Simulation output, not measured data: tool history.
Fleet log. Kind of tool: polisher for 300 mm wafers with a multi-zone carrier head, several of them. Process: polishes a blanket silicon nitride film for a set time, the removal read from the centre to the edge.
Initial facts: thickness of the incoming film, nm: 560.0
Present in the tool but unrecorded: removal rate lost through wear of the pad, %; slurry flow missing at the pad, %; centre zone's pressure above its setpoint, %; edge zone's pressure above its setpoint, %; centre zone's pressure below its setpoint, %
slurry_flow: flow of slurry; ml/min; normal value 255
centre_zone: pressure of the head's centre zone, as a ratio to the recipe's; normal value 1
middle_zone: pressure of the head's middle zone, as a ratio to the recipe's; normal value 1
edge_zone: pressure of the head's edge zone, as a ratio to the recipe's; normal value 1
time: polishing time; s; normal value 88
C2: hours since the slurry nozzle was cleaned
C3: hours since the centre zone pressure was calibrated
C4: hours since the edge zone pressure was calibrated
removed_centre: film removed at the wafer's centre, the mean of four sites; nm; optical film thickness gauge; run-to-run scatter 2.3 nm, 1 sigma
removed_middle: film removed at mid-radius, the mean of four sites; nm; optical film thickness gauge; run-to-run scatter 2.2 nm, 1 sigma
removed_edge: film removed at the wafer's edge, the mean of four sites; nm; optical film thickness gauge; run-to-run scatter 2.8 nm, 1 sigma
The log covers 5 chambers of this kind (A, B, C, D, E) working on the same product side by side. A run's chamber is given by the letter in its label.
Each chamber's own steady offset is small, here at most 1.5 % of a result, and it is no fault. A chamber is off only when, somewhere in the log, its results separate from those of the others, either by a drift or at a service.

Run 1E, hour 5.4: usual settings; wafers polished on this pad 913; C2 32.1; C3 429.8; C4 504.7. Result: removed_centre 196.46 nm, removed_middle 190.6 nm, removed_edge 191.4 nm.
Run 2B, hour 10.3: usual settings; wafers polished on this pad 420; C2 740.7; C3 445.6; C4 101.6. Result: removed_centre 196.7 nm, removed_middle 197.44 nm, removed_edge 191.87 nm.
Run 3C, hour 15.7: usual settings; wafers polished on this pad 529; C2 160.2; C3 256.5; C4 1606.9. Result: removed_centre 193.54 nm, removed_middle 191.69 nm, removed_edge 197.64 nm.
At hour 17.6: chamber D: worn pad replaced by a new one.
Run 4D, hour 19.8: usual settings; wafers polished on this pad 14; C2 20.7; C3 343; C4 28.8. Result: removed_centre 195.09 nm, removed_middle 191.11 nm, removed_edge 196.59 nm.
Run 5A, hour 23.3: usual settings; wafers polished on this pad 544; C2 50.5; C3 1249.5; C4 145.1. Result: removed_centre 194.12 nm, removed_middle 193.3 nm, removed_edge 199.88 nm.
At hour 24.2: chamber A: centre zone pressure recalibrated.
Run 6C, hour 26.4: usual settings; wafers polished on this pad 597; C2 170.9; C3 267.2; C4 1617.6. Result: removed_centre 192.68 nm, removed_middle 192.74 nm, removed_edge 195.83 nm.
Run 7D, hour 31.6: usual settings; wafers polished on this pad 89; C2 32.5; C3 354.8; C4 40.6. Result: removed_centre 194.99 nm, removed_middle 196.06 nm, removed_edge 191.74 nm.
At hour 32.2: chamber C: edge zone pressure recalibrated.
Run 8A, hour 36.4: usual settings; wafers polished on this pad 627; C2 63.6; C3 12.2; C4 158.2. Result: removed_centre 190.2 nm, removed_middle 198.08 nm, removed_edge 196.77 nm.
Run 9E, hour 42.1: usual settings; wafers polished on this pad 1146; C2 68.8; C3 466.5; C4 541.4. Result: removed_centre 198.05 nm, removed_middle 191.8 nm, removed_edge 197.22 nm.
Run 10B, hour 45.4: usual settings; wafers polished on this pad 644; C2 775.8; C3 480.7; C4 136.7. Result: removed_centre 194.56 nm, removed_middle 193.99 nm, removed_edge 198.97 nm.
At hour 45.9: chamber B: slurry nozzle cleaned.
Run 11D, hour 50.5: usual settings; wafers polished on this pad 209; C2 51.4; C3 373.7; C4 59.5. Result: removed_centre 192.79 nm, removed_middle 193.74 nm, removed_edge 189.03 nm.
Run 12E, hour 55.1: usual settings but centre_zone 0.9, edge_zone 0.96; wafers polished on this pad 1229; C2 81.8; C3 479.5; C4 554.4. Result: removed_centre 173.27 nm, removed_middle 193.36 nm, removed_edge 196.2 nm.
Run 13A, hour 60.2: usual settings but centre_zone 0.9, edge_zone 0.96; wafers polished on this pad 779; C2 87.4; C3 36; C4 182. Result: removed_centre 171.86 nm, removed_middle 193.53 nm, removed_edge 195.84 nm.
At hour 64: chamber E: worn pad replaced by a new one.
Run 14B, hour 64.7: usual settings but centre_zone 0.9, edge_zone 0.96; wafers polished on this pad 767; C2 18.9; C3 500; C4 156. Result: removed_centre 176.57 nm, removed_middle 196.43 nm, removed_edge 186.87 nm.
At hour 66.3: chamber B: worn pad replaced by a new one.
Run 15C, hour 67.5: usual settings but centre_zone 0.9, edge_zone 0.96; wafers polished on this pad 859; C2 212; C3 308.3; C4 35.4. Result: removed_centre 173.86 nm, removed_middle 193.31 nm, removed_edge 194 nm.
Run 16C, hour 71.5: usual settings but centre_zone 0.9, edge_zone 0.96; wafers polished on this pad 885; C2 216; C3 312.3; C4 39.4. Result: removed_centre 171.51 nm, removed_middle 198.69 nm, removed_edge 198.3 nm.
Run 17A, hour 74.4: usual settings; wafers polished on this pad 869; C2 101.6; C3 50.2; C4 196.2. Result: removed_centre 190.06 nm, removed_middle 192.65 nm, removed_edge 194.28 nm.
Run 18E, hour 79.8: usual settings; wafers polished on this pad 101; C2 106.5; C3 504.2; C4 579.1. Result: removed_centre 199.14 nm, removed_middle 194.82 nm, removed_edge 191.6 nm.
Run 19D, hour 83.2: usual settings; wafers polished on this pad 418; C2 84.1; C3 406.4; C4 92.2. Result: removed_centre 191.49 nm, removed_middle 193.54 nm, removed_edge 194.26 nm.
Run 20B, hour 88.1: usual settings; wafers polished on this pad 139; C2 42.3; C3 523.4; C4 179.4. Result: removed_centre 193.67 nm, removed_middle 189.13 nm, removed_edge 194.14 nm.
At hour 90.9: chamber E: centre zone pressure recalibrated.
Run 21A, hour 92.1: usual settings; wafers polished on this pad 982; C2 119.3; C3 67.9; C4 213.9. Result: removed_centre 194.23 nm, removed_middle 192.3 nm, removed_edge 190.29 nm.
Run 22B, hour 95.4: usual settings; wafers polished on this pad 185; C2 49.6; C3 530.7; C4 186.7. Result: removed_centre 199.97 nm, removed_middle 193.16 nm, removed_edge 193.54 nm.
Run 23C, hour 100.9: usual settings; wafers polished on this pad 1072; C2 245.4; C3 341.7; C4 68.8. Result: removed_centre 191.78 nm, removed_middle 193.64 nm, removed_edge 196.51 nm.
Run 24D, hour 106.8: usual settings; wafers polished on this pad 568; C2 107.7; C3 430; C4 115.8. Result: removed_centre 193.8 nm, removed_middle 195.63 nm, removed_edge 192.18 nm.
Run 25E, hour 111.1: usual settings but slurry_flow 290 ml/min, time 102 s; wafers polished on this pad 300; C2 137.8; C3 20.2; C4 610.4. Result: removed_centre 207.43 nm, removed_middle 228.28 nm, removed_edge 227.17 nm.
Run 26E, hour 117: usual settings but slurry_flow 290 ml/min, time 102 s; wafers polished on this pad 338; C2 143.7; C3 26.1; C4 616.3. Result: removed_centre 211.35 nm, removed_middle 234.38 nm, removed_edge 235.93 nm.
Run 27A, hour 122: usual settings but slurry_flow 290 ml/min, time 102 s; wafers polished on this pad 1173; C2 149.2; C3 97.8; C4 243.8. Result: removed_centre 223.33 nm, removed_middle 227.23 nm, removed_edge 227.1 nm.
Run 28B, hour 126.3: usual settings but slurry_flow 290 ml/min, time 102 s; wafers polished on this pad 382; C2 80.5; C3 561.6; C4 217.6. Result: removed_centre 237.38 nm, removed_middle 229.7 nm, removed_edge 224.07 nm.
At hour 127.6: chamber D: worn pad replaced by a new one.
At hour 129.4: chamber A: worn pad replaced by a new one.
Run 29C, hour 132.1: usual settings but slurry_flow 290 ml/min, time 102 s; wafers polished on this pad 1271; C2 276.6; C3 372.9; C4 100. Result: removed_centre 228.21 nm, removed_middle 224.2 nm, removed_edge 223.76 nm.
Run 30D, hour 136.9: usual settings; wafers polished on this pad 59; C2 137.8; C3 460.1; C4 145.9. Result: removed_centre 195.57 nm, removed_middle 197.71 nm, removed_edge 192.77 nm.
Run 31C, hour 140: usual settings; wafers polished on this pad 1321; C2 284.5; C3 380.8; C4 107.9. Result: removed_centre 191.13 nm, removed_middle 197.38 nm, removed_edge 192.62 nm.
Run 32D, hour 145.1: usual settings but middle_zone 0.94; wafers polished on this pad 111; C2 146; C3 468.3; C4 154.1. Result: removed_centre 191.18 nm, removed_middle 187.48 nm, removed_edge 189.76 nm.
Run 33B, hour 149.8: usual settings but middle_zone 0.94; wafers polished on this pad 532; C2 104; C3 585.1; C4 241.1. Result: removed_centre 196.53 nm, removed_middle 186.2 nm, removed_edge 190.72 nm.
Run 34E, hour 152.7: usual settings but middle_zone 0.94; wafers polished on this pad 565; C2 179.4; C3 61.8; C4 652. Result: removed_centre 178.63 nm, removed_middle 189.25 nm, removed_edge 198.64 nm.
At hour 155.5: chamber C: worn pad replaced by a new one.
Run 35A, hour 158.6: usual settings but middle_zone 0.94; wafers polished on this pad 186; C2 185.8; C3 134.4; C4 280.4. Result: removed_centre 190.19 nm, removed_middle 178.52 nm, removed_edge 195.41 nm.
Run 36D, hour 162.5: usual settings but middle_zone 0.94; wafers polished on this pad 222; C2 163.4; C3 485.7; C4 171.5. Result: removed_centre 195.02 nm, removed_middle 183.61 nm, removed_edge 192.08 nm.
Run 37C, hour 168.1: usual settings; wafers polished on this pad 80; C2 312.6; C3 408.9; C4 136. Result: removed_centre 195.92 nm, removed_middle 194.33 nm, removed_edge 198.71 nm.
At hour 172.7: chamber B: worn pad replaced by a new one.
Run 38A, hour 172.7: usual settings but edge_zone 0.95, time 105 s; wafers polished on this pad 275; C2 199.9; C3 148.5; C4 294.5. Result: removed_centre 228.67 nm, removed_middle 228.08 nm, removed_edge 231.22 nm.
Run 39E, hour 176: usual settings but edge_zone 0.95, time 105 s; wafers polished on this pad 714; C2 202.7; C3 85.1; C4 675.3. Result: removed_centre 212.17 nm, removed_middle 231.3 nm, removed_edge 227.76 nm.
Run 40B, hour 179.4: usual settings but edge_zone 0.95, time 105 s; wafers polished on this pad 42; C2 133.6; C3 614.7; C4 270.7. Result: removed_centre 234.71 nm, removed_middle 230.86 nm, removed_edge 224.38 nm.
Run 41A, hour 182.6: usual settings but edge_zone 0.95, time 105 s; wafers polished on this pad 339; C2 209.8; C3 158.4; C4 304.4. Result: removed_centre 229.57 nm, removed_middle 230.14 nm, removed_edge 230.2 nm.
Run 42D, hour 187.5: usual settings but edge_zone 0.95, time 105 s; wafers polished on this pad 382; C2 188.4; C3 510.7; C4 196.5. Result: removed_centre 231 nm, removed_middle 230.95 nm, removed_edge 222.88 nm.

All 5 chambers run these settings next. Forecast each chamber's results:
Run 43A, hour 191.8: usual settings. Result: removed_centre ?, removed_middle ?, removed_edge ?.
Run 43B, hour 191.8: usual settings. Result: removed_centre ?, removed_middle ?, removed_edge ?.
Run 43C, hour 191.8: usual settings. Result: removed_centre ?, removed_middle ?, removed_edge ?.
Run 43D, hour 191.8: usual settings. Result: removed_centre ?, removed_middle ?, removed_edge ?.
Run 43E, hour 191.8: usual settings. Result: removed_centre ?, removed_middle ?, removed_edge ?.

run  removed_centre  removed_middle  removed_edge
43A          189.86          197.04        195.98
43B          196.44          195.91        198.81
43C          194.43          196.19        196.26
43D          193.65          197.99        192.66
43E          176.09          195.52        197.41

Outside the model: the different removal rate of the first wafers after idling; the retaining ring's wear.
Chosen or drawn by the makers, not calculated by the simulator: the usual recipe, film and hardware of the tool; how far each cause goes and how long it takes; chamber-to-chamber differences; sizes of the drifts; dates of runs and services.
